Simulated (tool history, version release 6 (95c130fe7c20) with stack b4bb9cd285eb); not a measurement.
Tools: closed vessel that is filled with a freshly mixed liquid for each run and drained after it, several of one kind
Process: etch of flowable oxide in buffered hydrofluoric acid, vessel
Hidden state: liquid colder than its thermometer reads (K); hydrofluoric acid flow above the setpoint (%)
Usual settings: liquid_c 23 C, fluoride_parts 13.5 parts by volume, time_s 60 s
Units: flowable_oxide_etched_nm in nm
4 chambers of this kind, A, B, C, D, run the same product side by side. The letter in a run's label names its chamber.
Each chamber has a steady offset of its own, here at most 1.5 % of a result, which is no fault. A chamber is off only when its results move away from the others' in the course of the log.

| run | day | liquid_c | fluoride_parts | time_s | hours since the thermometer was replaced | hours since the hydrofluoric acid flow meter was replaced | read-back film thickness of the flowable oxide reference wafer, read on the same gauge (nm) | flowable_oxide_etched_nm |
|---|---|---|---|---|---|---|---|---|
| 1A | 0.379 | 23 | 13.5 | 60 | 1999.8 | 1318.1 | 100.01 | 135.44 |
| 2D | 0.754 | 23 | 13.5 | 60 | 1831.2 | 57 | 100 | 132.37 |
| 3C | 1.029 | 23 | 13.5 | 60 | 1859.6 | 54.7 | 100.03 | 134.74 |
| 4B | 1.296 | 23 | 13.5 | 60 | 777 | 580.2 | 99.979 | 133.13 |
| 5B | 1.604 | 23 | 13.5 | 60 | 784.4 | 587.6 | 99.997 | 132.7 |
| 6D | 1.892 | 21 | 13.5 | 75 | 1858.5 | 84.3 | 99.974 | 147.65 |
|  | 1.9 | chamber B: hydrofluoric acid flow meter replaced |
| 7A | 2.183 | 21 | 13.5 | 75 | 2043.1 | 1361.4 | 99.997 | 152.27 |
| 8C | 2.612 | 21 | 13.5 | 75 | 1897.6 | 92.7 | 99.99 | 146.17 |
| 9A | 2.975 | 21 | 13.5 | 75 | 2062.1 | 1380.4 | 100 | 150.79 |
| 10B | 3.358 | 23 | 13.5 | 60 | 826.5 | 35.1 | 100.03 | 135.34 |
| 11C | 3.625 | 23 | 13.5 | 60 | 1921.9 | 117 | 99.996 | 129.22 |
| 12D | 4.046 | 23 | 17 | 60 | 1910.2 | 136 | 100.03 | 107.38 |
| 13A | 4.25 | 23 | 17 | 60 | 2092.7 | 1411 | 99.967 | 109.65 |
| 14B | 4.546 | 23 | 17 | 60 | 855 | 63.6 | 100.03 | 108.75 |
| 15C | 4.762 | 23 | 17 | 60 | 1949.2 | 144.3 | 99.99 | 104.28 |
| 16D | 5.025 | 23 | 10 | 60 | 1933.7 | 159.5 | 100 | 179.2 |
| 17C | 5.417 | 23 | 10 | 60 | 1964.9 | 160 | 100.02 | 176.79 |
| 18A | 5.658 | 23 | 10 | 60 | 2126.5 | 1444.8 | 100.01 | 182.7 |
| 19D | 5.904 | 23 | 10 | 60 | 1954.8 | 180.6 | 100.02 | 181.76 |
| 20B | 6.288 | 23 | 13.5 | 40 | 896.8 | 105.4 | 99.984 | 90.017 |
| 21D | 6.596 | 23 | 13.5 | 40 | 1971.4 | 197.2 | 100.01 | 88.993 |
| 22A | 6.9 | 23 | 13.5 | 40 | 2156.3 | 1474.6 | 99.98 | 90.049 |
| 23C | 7.338 | 23 | 13.5 | 40 | 2011 | 206.1 | 100.02 | 87.391 |
| 24B | 7.679 | 23 | 13.5 | 60 | 930.2 | 138.8 | 100.01 | 133.2 |
| 25D | 8.092 | 23 | 13.5 | 60 | 2007.3 | 233.1 | 99.981 | 133.83 |
| 26A | 8.296 | 20 | 13.5 | 75 | 2189.8 | 1508.1 | 100.01 | 137.69 |
| 27B | 8.75 | 20 | 13.5 | 75 | 955.9 | 164.5 | 99.999 | 141.89 |
| 28C | 8.992 | 20 | 13.5 | 75 | 2050.7 | 245.8 | 100 | 137.94 |
| 29D | 9.396 | 20 | 13.5 | 75 | 2038.6 | 264.4 | 99.999 | 141.38 |
| 30B | 9.792 | 27.5 | 18.5 | 60 | 980.9 | 189.5 | 100.01 | 125.06 |
| 31A | 10.196 | 27.5 | 18.5 | 60 | 2235.4 | 1553.7 | 100.01 | 119.67 |
| 32C | 10.596 | 27.5 | 18.5 | 60 | 2089.2 | 284.3 | 99.993 | 123.25 |
| 33C | 11.021 | 27.5 | 18.5 | 60 | 2099.4 | 294.5 | 99.987 | 122.83 |
| 34D | 11.279 | 23 | 13.5 | 60 | 2083.8 | 309.6 | 99.99 | 133.65 |
| 35A | 11.612 | 23 | 13.5 | 60 | 2269.4 | 1587.7 | 100.01 | 127.74 |
| 36B | 11.958 | 23 | 13.5 | 60 | 1032.9 | 241.5 | 100 | 131.22 |
| 37D | 12.396 | 23 | 13.5 | 60 | 2110.6 | 336.4 | 100.03 | 132.61 |
| 38B | 12.771 | 23 | 13.5 | 60 | 1052.4 | 261 | 99.995 | 135.92 |
| 39C | 13.062 | 23 | 13.5 | 60 | 2148.4 | 343.5 | 100.04 | 133.37 |
| 40A | 13.346 | 23 | 13.5 | 60 | 2311 | 1629.3 | 99.981 | 123.27 |

Next, every chamber runs the same settings. What will each give?
| 41A | 13.688 | 23 | 13.5 | 60 |  |  |  | ? |
| 41B | 13.688 | 23 | 13.5 | 60 |  |  |  | ? |
| 41C | 13.688 | 23 | 13.5 | 60 |  |  |  | ? |
| 41D | 13.688 | 23 | 13.5 | 60 |  |  |  | ? |

| run | flowable_oxide_etched_nm |
|---|---|
| 41A | 123.41 |
| 41B | 134.12 |
| 41C | 131.88 |
| 41D | 132.26 |
